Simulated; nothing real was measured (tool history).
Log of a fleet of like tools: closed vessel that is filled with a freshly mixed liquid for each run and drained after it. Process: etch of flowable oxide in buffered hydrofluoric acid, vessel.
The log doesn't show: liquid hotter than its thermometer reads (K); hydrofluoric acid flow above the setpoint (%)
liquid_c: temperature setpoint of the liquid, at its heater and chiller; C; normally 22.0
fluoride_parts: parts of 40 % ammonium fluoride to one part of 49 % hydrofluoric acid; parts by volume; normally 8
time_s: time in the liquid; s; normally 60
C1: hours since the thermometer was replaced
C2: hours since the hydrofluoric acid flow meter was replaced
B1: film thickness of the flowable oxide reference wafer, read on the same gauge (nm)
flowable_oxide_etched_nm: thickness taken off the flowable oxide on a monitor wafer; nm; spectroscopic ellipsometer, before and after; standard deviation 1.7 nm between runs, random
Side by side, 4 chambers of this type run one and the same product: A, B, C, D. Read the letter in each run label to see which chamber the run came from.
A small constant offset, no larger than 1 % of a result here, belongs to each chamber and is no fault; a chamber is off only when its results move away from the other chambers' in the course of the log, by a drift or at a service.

{"run": "1D", "hour": 10.8, "liquid_c": 22.0, "fluoride_parts": 8, "time_s": 60, "C1": 619.0, "C2": 1326.0, "B1": 120.01, "flowable_oxide_etched_nm": 275.57}
{"run": "2B", "hour": 16.4, "liquid_c": 22.0, "fluoride_parts": 8, "time_s": 60, "C1": 22.5, "C2": 158.2, "B1": 120.0, "flowable_oxide_etched_nm": 277.38}
{"run": "3A", "hour": 22.7, "liquid_c": 22.0, "fluoride_parts": 8, "time_s": 60, "C1": 1810.4, "C2": 497.3, "B1": 120.02, "flowable_oxide_etched_nm": 274.12}
{"run": "4C", "hour": 28.8, "liquid_c": 22.0, "fluoride_parts": 8, "time_s": 60, "C1": 38.3, "C2": 1488.5, "B1": 119.98, "flowable_oxide_etched_nm": 271.56}
{"run": "5B", "hour": 40.4, "liquid_c": 22.0, "fluoride_parts": 8, "time_s": 40, "C1": 46.5, "C2": 182.2, "B1": 119.99, "flowable_oxide_etched_nm": 183.79}
{"run": "6A", "hour": 51.6, "liquid_c": 22.0, "fluoride_parts": 8, "time_s": 40, "C1": 1839.3, "C2": 526.2, "B1": 120.02, "flowable_oxide_etched_nm": 183.09}
{"run": "7C", "hour": 62.2, "liquid_c": 22.0, "fluoride_parts": 8, "time_s": 40, "C1": 71.7, "C2": 1521.9, "B1": 119.99, "flowable_oxide_etched_nm": 180.0}
{"run": "8D", "hour": 71.3, "liquid_c": 22.0, "fluoride_parts": 8, "time_s": 40, "C1": 679.5, "C2": 1386.5, "B1": 119.99, "flowable_oxide_etched_nm": 182.82}
{"run": "9D", "hour": 77.1, "liquid_c": 22.0, "fluoride_parts": 8, "time_s": 60, "C1": 685.3, "C2": 1392.3, "B1": 120.0, "flowable_oxide_etched_nm": 275.41}
{"run": "10B", "hour": 87.1, "liquid_c": 22.0, "fluoride_parts": 8, "time_s": 60, "C1": 93.2, "C2": 228.9, "B1": 120.0, "flowable_oxide_etched_nm": 273.76}
{"run": "11C", "hour": 95.6, "liquid_c": 25.5, "fluoride_parts": 8, "time_s": 40, "C1": 105.1, "C2": 1555.3, "B1": 120.0, "flowable_oxide_etched_nm": 219.7}
{"run": "12A", "hour": 104.7, "liquid_c": 25.5, "fluoride_parts": 8, "time_s": 40, "C1": 1892.4, "C2": 579.3, "B1": 119.98, "flowable_oxide_etched_nm": 219.64}
{"run": "13D", "hour": 112.8, "liquid_c": 25.5, "fluoride_parts": 8, "time_s": 40, "C1": 721.0, "C2": 1428.0, "B1": 120.02, "flowable_oxide_etched_nm": 223.66}
{"run": "14A", "hour": 122.8, "liquid_c": 25.5, "fluoride_parts": 8, "time_s": 40, "C1": 1910.5, "C2": 597.4, "B1": 119.99, "flowable_oxide_etched_nm": 220.78}
{"run": "15C", "hour": 133.5, "liquid_c": 22.0, "fluoride_parts": 8, "time_s": 60, "C1": 143.0, "C2": 1593.2, "B1": 120.0, "flowable_oxide_etched_nm": 273.54}
{"run": "16B", "hour": 142.7, "liquid_c": 22.0, "fluoride_parts": 8, "time_s": 60, "C1": 148.8, "C2": 284.5, "B1": 119.97, "flowable_oxide_etched_nm": 273.77}
{"hour": 146.2, "done": "chamber A: hydrofluoric acid flow meter replaced"}
{"run": "17D", "hour": 148.5, "liquid_c": 26.0, "fluoride_parts": 8, "time_s": 75, "C1": 756.7, "C2": 1463.7, "B1": 120.03, "flowable_oxide_etched_nm": 425.95}
{"run": "18A", "hour": 154.7, "liquid_c": 26.0, "fluoride_parts": 8, "time_s": 75, "C1": 1942.4, "C2": 8.6, "B1": 120.0, "flowable_oxide_etched_nm": 431.77}
{"run": "19B", "hour": 163.8, "liquid_c": 26.0, "fluoride_parts": 8, "time_s": 75, "C1": 169.9, "C2": 305.6, "B1": 120.01, "flowable_oxide_etched_nm": 422.46}
{"run": "20C", "hour": 169.6, "liquid_c": 26.0, "fluoride_parts": 8, "time_s": 75, "C1": 179.1, "C2": 1629.3, "B1": 120.01, "flowable_oxide_etched_nm": 425.63}
{"run": "21D", "hour": 176.5, "liquid_c": 22.0, "fluoride_parts": 8, "time_s": 60, "C1": 784.7, "C2": 1491.7, "B1": 120.0, "flowable_oxide_etched_nm": 272.48}
{"run": "22B", "hour": 182.1, "liquid_c": 22.0, "fluoride_parts": 8, "time_s": 60, "C1": 188.2, "C2": 323.9, "B1": 120.01, "flowable_oxide_etched_nm": 272.36}
{"run": "23A", "hour": 191.9, "liquid_c": 22.0, "fluoride_parts": 8, "time_s": 60, "C1": 1979.6, "C2": 45.8, "B1": 120.02, "flowable_oxide_etched_nm": 280.03}
{"run": "24C", "hour": 201.6, "liquid_c": 22.0, "fluoride_parts": 8, "time_s": 60, "C1": 211.1, "C2": 1661.3, "B1": 120.02, "flowable_oxide_etched_nm": 272.77}
{"run": "25A", "hour": 210.7, "liquid_c": 22.0, "fluoride_parts": 8, "time_s": 60, "C1": 1998.4, "C2": 64.6, "B1": 120.03, "flowable_oxide_etched_nm": 281.81}
{"run": "26B", "hour": 220.1, "liquid_c": 22.0, "fluoride_parts": 8, "time_s": 60, "C1": 226.2, "C2": 361.9, "B1": 119.97, "flowable_oxide_etched_nm": 275.34}
{"run": "27C", "hour": 232.0, "liquid_c": 22.0, "fluoride_parts": 8, "time_s": 60, "C1": 241.5, "C2": 1691.7, "B1": 119.99, "flowable_oxide_etched_nm": 271.44}
{"run": "28D", "hour": 238.3, "liquid_c": 22.0, "fluoride_parts": 8, "time_s": 60, "C1": 846.5, "C2": 1553.5, "B1": 120.01, "flowable_oxide_etched_nm": 273.33}
{"run": "29D", "hour": 244.3, "liquid_c": 22.0, "fluoride_parts": 8, "time_s": 60, "C1": 852.5, "C2": 1559.5, "B1": 120.01, "flowable_oxide_etched_nm": 272.59}
{"run": "30B", "hour": 255.3, "liquid_c": 22.0, "fluoride_parts": 8, "time_s": 60, "C1": 261.4, "C2": 397.1, "B1": 119.98, "flowable_oxide_etched_nm": 272.8}
{"run": "31A", "hour": 262.6, "liquid_c": 22.0, "fluoride_parts": 8, "time_s": 60, "C1": 2050.3, "C2": 116.5, "B1": 120.0, "flowable_oxide_etched_nm": 289.16}
{"run": "32C", "hour": 274.7, "liquid_c": 22.0, "fluoride_parts": 8, "time_s": 60, "C1": 284.2, "C2": 1734.4, "B1": 120.02, "flowable_oxide_etched_nm": 271.41}
{"run": "33C", "hour": 283.2, "liquid_c": 25.5, "fluoride_parts": 8, "time_s": 60, "C1": 292.7, "C2": 1742.9, "B1": 119.99, "flowable_oxide_etched_nm": 325.01}
{"run": "34D", "hour": 294.9, "liquid_c": 25.5, "fluoride_parts": 8, "time_s": 60, "C1": 903.1, "C2": 1610.1, "B1": 119.99, "flowable_oxide_etched_nm": 333.95}
{"run": "35A", "hour": 304.3, "liquid_c": 25.5, "fluoride_parts": 8, "time_s": 60, "C1": 2092.0, "C2": 158.2, "B1": 120.01, "flowable_oxide_etched_nm": 350.65}
{"run": "36B", "hour": 309.8, "liquid_c": 25.5, "fluoride_parts": 8, "time_s": 60, "C1": 315.9, "C2": 451.6, "B1": 119.98, "flowable_oxide_etched_nm": 331.77}
{"run": "37A", "hour": 316.4, "liquid_c": 22.0, "fluoride_parts": 8, "time_s": 60, "C1": 2104.1, "C2": 170.3, "B1": 120.01, "flowable_oxide_etched_nm": 293.01}
{"run": "38B", "hour": 326.6, "liquid_c": 22.0, "fluoride_parts": 8, "time_s": 60, "C1": 332.7, "C2": 468.4, "B1": 119.99, "flowable_oxide_etched_nm": 272.24}
{"run": "39D", "hour": 333.0, "liquid_c": 22.0, "fluoride_parts": 8, "time_s": 60, "C1": 941.2, "C2": 1648.2, "B1": 120.02, "flowable_oxide_etched_nm": 275.65}
{"run": "40C", "hour": 339.0, "liquid_c": 22.0, "fluoride_parts": 8, "time_s": 60, "C1": 348.5, "C2": 1798.7, "B1": 120.02, "flowable_oxide_etched_nm": 274.36}
{"run": "41B", "hour": 344.3, "liquid_c": 22.0, "fluoride_parts": 8, "time_s": 60, "C1": 350.4, "C2": 486.1, "B1": 120.0, "flowable_oxide_etched_nm": 274.63}
{"run": "42C", "hour": 350.8, "liquid_c": 22.0, "fluoride_parts": 8, "time_s": 60, "C1": 360.3, "C2": 1810.5, "B1": 119.99, "flowable_oxide_etched_nm": 271.35}
{"run": "43D", "hour": 359.5, "liquid_c": 24.0, "fluoride_parts": 8, "time_s": 90, "C1": 967.7, "C2": 1674.7, "B1": 120.01, "flowable_oxide_etched_nm": 463.53}
{"run": "44A", "hour": 366.0, "liquid_c": 24.0, "fluoride_parts": 8, "time_s": 90, "C1": 2153.7, "C2": 219.9, "B1": 120.0, "flowable_oxide_etched_nm": 499.84}

Decide between three cases: one chamber stands off from its peers, the gauge reading all wafers drifts, or nothing is wrong past each chamber's small offset. Where a chamber is off, say which and what most likely put it there.

Chamber A drifts away from the others.
Most likely cause: liquid hotter than its thermometer reads (K) = 1.62.

Which of the 4 candidates below, each the usual settings with something changed and its results left as question marks, puts chamber A back in line with what the other chambers give on the usual settings?
To be in line, a result may differ from the other chambers' mean on the usual settings by at most: flowable_oxide_etched_nm 6.00 nm
{"run": "45A-1", "hour": 374.6, "liquid_c": 22.0, "fluoride_parts": 8, "time_s": 65, "flowable_oxide_etched_nm": "?"}
{"run": "45A-2", "hour": 374.6, "liquid_c": 22.0, "fluoride_parts": 8, "time_s": 55, "flowable_oxide_etched_nm": "?"}
{"run": "45A-3", "hour": 374.6, "liquid_c": 21.5, "fluoride_parts": 8, "time_s": 60, "flowable_oxide_etched_nm": "?"}
{"run": "45A-4", "hour": 374.6, "liquid_c": 22.5, "fluoride_parts": 8, "time_s": 60, "flowable_oxide_etched_nm": "?"}

Usual-settings mean across the other chambers: flowable_oxide_etched_nm 274.05 nm
run=45A-1 flowable_oxide_etched_nm=324.11
run=45A-2 flowable_oxide_etched_nm=274.25
run=45A-3 flowable_oxide_etched_nm=291.27
run=45A-4 flowable_oxide_etched_nm=307.28
With 45A-2, the chamber falls back in line with the rest.

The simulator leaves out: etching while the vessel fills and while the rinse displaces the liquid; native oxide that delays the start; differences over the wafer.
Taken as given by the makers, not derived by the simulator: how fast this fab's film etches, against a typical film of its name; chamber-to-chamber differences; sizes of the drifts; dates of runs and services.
